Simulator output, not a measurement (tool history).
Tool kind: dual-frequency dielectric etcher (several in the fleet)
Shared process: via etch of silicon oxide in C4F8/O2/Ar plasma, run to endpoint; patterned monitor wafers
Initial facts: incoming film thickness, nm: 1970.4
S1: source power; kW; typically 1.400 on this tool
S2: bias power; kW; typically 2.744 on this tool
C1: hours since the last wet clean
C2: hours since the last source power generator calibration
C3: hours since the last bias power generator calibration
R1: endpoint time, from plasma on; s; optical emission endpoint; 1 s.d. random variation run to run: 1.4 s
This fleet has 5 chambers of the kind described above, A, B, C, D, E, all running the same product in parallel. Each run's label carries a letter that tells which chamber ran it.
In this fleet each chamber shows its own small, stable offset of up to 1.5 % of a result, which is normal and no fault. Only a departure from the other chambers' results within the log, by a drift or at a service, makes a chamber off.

run,day,S1,S2,C1,C2,C3,R1
1B,0.362,1.400,2.744,455.7,404.9,2335.6,406.57
2C,0.779,1.400,2.744,241.3,476.1,1692.8,406.93
# day 0.867: chamber E: wet clean of the chamber
3A,1.075,1.400,2.744,185.2,2302.1,2352.7,404.64
4D,1.467,1.400,2.744,666.2,2550.5,1304.6,405.39
5E,1.896,1.400,2.744,24.8,799.3,3416.3,415.40
# day 1.979: chamber D: wet clean of the chamber
6C,2.121,1.400,2.744,273.5,508.3,1725.0,403.31
7E,2.571,1.400,2.744,41.0,815.5,3432.5,411.64
8B,3.021,1.400,2.509,519.5,468.7,2399.4,417.89
# day 3.246: chamber B: wet clean of the chamber
9D,3.258,1.400,2.509,30.8,2593.5,1347.6,418.66
# day 3.358: chamber A: source power generator calibrated
10A,3.571,1.400,2.509,245.1,5.2,2412.6,417.24
11C,3.817,1.400,2.509,314.2,549.0,1765.7,415.34
12D,4.117,1.400,2.509,51.4,2614.1,1368.2,420.16
13E,4.600,1.400,2.744,89.7,864.2,3481.2,412.69
14B,4.900,1.400,2.744,39.8,513.8,2444.5,406.37
15A,5.154,1.400,2.744,283.1,43.2,2450.6,405.56
16E,5.617,1.400,2.744,114.1,888.6,3505.6,411.30
17A,6.021,1.400,2.744,303.9,64.0,2471.4,405.81
18D,6.508,1.400,2.744,108.8,2671.5,1425.6,406.10
19C,6.746,1.400,2.744,384.5,619.3,1836.0,403.40
20B,7.075,1.400,2.744,92.0,566.0,2496.7,406.61
# day 7.396: chamber E: bias power generator calibrated
21A,7.538,1.400,2.744,340.3,100.4,2507.8,402.33
# day 7.746: chamber C: wet clean of the chamber
22E,7.921,1.400,2.744,169.4,943.9,12.7,411.71
# day 7.958: chamber A: wet clean of the chamber
23D,8.300,1.690,3.292,151.8,2714.5,1468.6,358.05
24B,8.596,1.690,3.292,128.5,602.5,2533.2,355.58
25C,8.929,1.690,3.292,28.5,671.7,1888.4,352.15
26C,9.383,1.690,3.292,39.4,682.6,1899.3,355.14
27D,9.629,1.690,3.292,183.7,2746.4,1500.5,356.00
28B,9.888,1.400,2.744,159.5,633.5,2564.2,409.74
29E,10.112,1.400,2.744,222.0,996.5,65.3,413.92
30A,10.467,1.400,2.744,60.2,170.7,2578.1,406.29
31E,10.900,1.400,2.744,240.9,1015.4,84.2,411.43
32D,11.204,1.400,2.744,221.5,2784.2,1538.3,406.35
33B,11.654,1.400,2.744,201.9,675.9,2606.6,406.20
34C,12.071,1.400,2.744,103.9,747.1,1963.8,405.43
35A,12.433,1.400,2.744,107.4,217.9,2625.3,405.29
36E,12.921,1.400,2.744,289.4,1063.9,132.7,411.12
37B,13.425,1.400,2.744,244.4,718.4,2649.1,407.10

Next, all 5 chambers run the settings below, one line each with question marks for the results. What does each chamber give?
38A,13.796,1.400,2.744,,,,?
38B,13.796,1.400,2.744,,,,?
38C,13.796,1.400,2.744,,,,?
38D,13.796,1.400,2.744,,,,?
38E,13.796,1.400,2.744,,,,?

run,R1
38A,405.07
38B,407.95
38C,400.02
38D,405.24
38E,412.63

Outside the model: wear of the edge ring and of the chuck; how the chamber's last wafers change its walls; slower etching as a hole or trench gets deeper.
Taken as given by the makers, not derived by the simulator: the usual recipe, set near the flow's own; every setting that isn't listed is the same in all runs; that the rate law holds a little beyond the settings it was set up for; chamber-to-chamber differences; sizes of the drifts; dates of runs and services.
